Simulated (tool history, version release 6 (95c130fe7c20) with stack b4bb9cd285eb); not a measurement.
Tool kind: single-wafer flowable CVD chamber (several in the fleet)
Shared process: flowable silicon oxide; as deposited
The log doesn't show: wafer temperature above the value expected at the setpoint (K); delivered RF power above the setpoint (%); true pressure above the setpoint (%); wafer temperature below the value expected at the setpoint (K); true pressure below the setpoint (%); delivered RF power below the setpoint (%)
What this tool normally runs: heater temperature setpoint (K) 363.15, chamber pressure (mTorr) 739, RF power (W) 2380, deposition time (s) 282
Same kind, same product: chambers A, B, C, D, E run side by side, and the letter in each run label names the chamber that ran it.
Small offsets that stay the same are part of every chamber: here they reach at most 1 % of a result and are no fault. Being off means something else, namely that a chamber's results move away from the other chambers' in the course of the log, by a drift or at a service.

run   hour  heater temperature setpoint (K)  chamber pressure (mTorr)  RF power (W)  deposition time (s)  hours since the last thermocouple change  hours since the last RF generator calibration  hours since the last manometer calibration  read-back reference wafer on the same gauge, thickness_nm  mean film thickness on the monitor wafer (nm)
       2.9  -- chamber E: thermocouple changed; heater temperature recalibrated
 1D    5.5                           363.15                       739          2380                  282                                      38.4                                         2016.1                                        1991                                                     249.99                                         221.57
 2A   10.4                           363.15                       739          2380                  282                                      1700                                            677                                      2971.7                                                     250.11                                         220.52
 3B   18.5                           363.15                       739          2380                  282                                     729.3                                          659.1                                       846.3                                                     250.14                                         223.29
 4C   25.3                           363.15                       739          2380                  282                                    2143.1                                            781                                       639.6                                                        250                                         220.16
      32.7  -- chamber A: thermocouple changed; heater temperature recalibrated
 5E   35.6                           363.15                       739          2380                  282                                      32.8                                         1722.3                                      1802.2                                                     250.19                                         221.56
 6C   44.1                           363.15                       739          2380                  282                                    2161.9                                          799.8                                       658.4                                                     250.18                                         220.01
 7E   49.3                           363.15                       739          2380                  282                                      46.5                                           1736                                      1815.9                                                     250.26                                         221.21
      51.7  -- chamber A: capacitance manometer re-zeroed and calibrated
 8A   59.4                           363.15                       739          2380                  233                                      26.8                                            726                                         7.8                                                     250.33                                         182.95
 9B     67                           363.15                       739          2380                  233                                     777.8                                          707.6                                       894.8                                                     250.29                                         184.96
10D   75.8                           363.15                       739          2380                  233                                     108.7                                         2086.4                                      2061.3                                                     250.36                                         183.38
11A   80.9                           363.15                       739          2380                  233                                      48.3                                          747.5                                        29.3                                                     250.36                                         182.98
12E     89                           363.15                       739          2380                  233                                      86.2                                         1775.7                                      1855.6                                                     250.44                                         183.29
13D   97.1                           363.15                       739          2380                  282                                       130                                         2107.7                                      2082.6                                                     250.47                                         222.54
14C  102.4                           363.15                       739          2380                  282                                    2220.2                                          858.1                                       716.7                                                     250.52                                         220.45
15B  111.5                           356.15                       739          2380                  308                                     822.3                                          752.1                                       939.3                                                     250.57                                         299.85
16C  117.3                           356.15                       739          2380                  308                                    2235.1                                            873                                       731.6                                                     250.67                                         296.77
17B  122.7                           356.15                       739          2380                  308                                     833.5                                          763.3                                       950.5                                                     250.52                                         300.54
18A  129.2                           356.15                       739          2380                  308                                      96.6                                          795.8                                        77.6                                                     250.69                                         297.49
19E  134.2                           356.15                       739          2380                  308                                     131.4                                         1820.9                                      1900.8                                                     250.65                                         298.81
20D  142.1                           363.15                       739          2380                  282                                       175                                         2152.7                                      2127.6                                                     250.71                                         222.36
21A    150                           363.15                       739          2645                  282                                     117.4                                          816.6                                        98.4                                                     250.78                                         225.32
     153.6  -- chamber B: capacitance manometer re-zeroed and calibrated
22D  158.7                           363.15                       739          2645                  282                                     191.6                                         2169.3                                      2144.2                                                     250.89                                         225.11
23E  164.6                           363.15                       739          2645                  282                                     161.8                                         1851.3                                      1931.2                                                     250.85                                         224.92
24C  172.5                           363.15                       739          2645                  282                                    2290.3                                          928.2                                       786.8                                                     250.91                                         223.66
25B  180.4                           363.15                       739          2645                  282                                     891.2                                            821                                        26.8                                                     250.81                                         227.75
26E  187.5                           363.15                       739          2380                  282                                     184.7                                         1874.2                                      1954.1                                                     250.88                                         222.02
27A  196.2                           363.15                       739          2380                  282                                     163.6                                          862.8                                       144.6                                                     250.97                                         222.13
28B  201.7                           363.15                       739          2380                  282                                     912.5                                          842.3                                        48.1                                                      250.9                                         224.35
29D  207.5                           363.15                       615          2740                  282                                     240.4                                         2218.1                                        2193                                                     251.03                                         176.37
30C  215.8                           363.15                       615          2740                  282                                    2333.6                                          971.5                                       830.1                                                     251.02                                         175.19
31B  223.6                           363.15                       615          2740                  282                                     934.4                                          864.2                                          70                                                     251.11                                         176.91

All chambers now run identical settings, listed one chamber a line with results as question marks. What results will each chamber show?
32A  231.6                           363.15                       739          2380                  282                                                                                                                                                                                                                                              ?
32B  231.6                           363.15                       739          2380                  282                                                                                                                                                                                                                                              ?
32C  231.6                           363.15                       739          2380                  282                                                                                                                                                                                                                                              ?
32D  231.6                           363.15                       739          2380                  282                                                                                                                                                                                                                                              ?
32E  231.6                           363.15                       739          2380                  282                                                                                                                                                                                                                                              ?

run  mean film thickness on the monitor wafer (nm)
32A                                         222.11
32B                                         224.25
32C                                         220.94
32D                                         223.18
32E                                         222.15
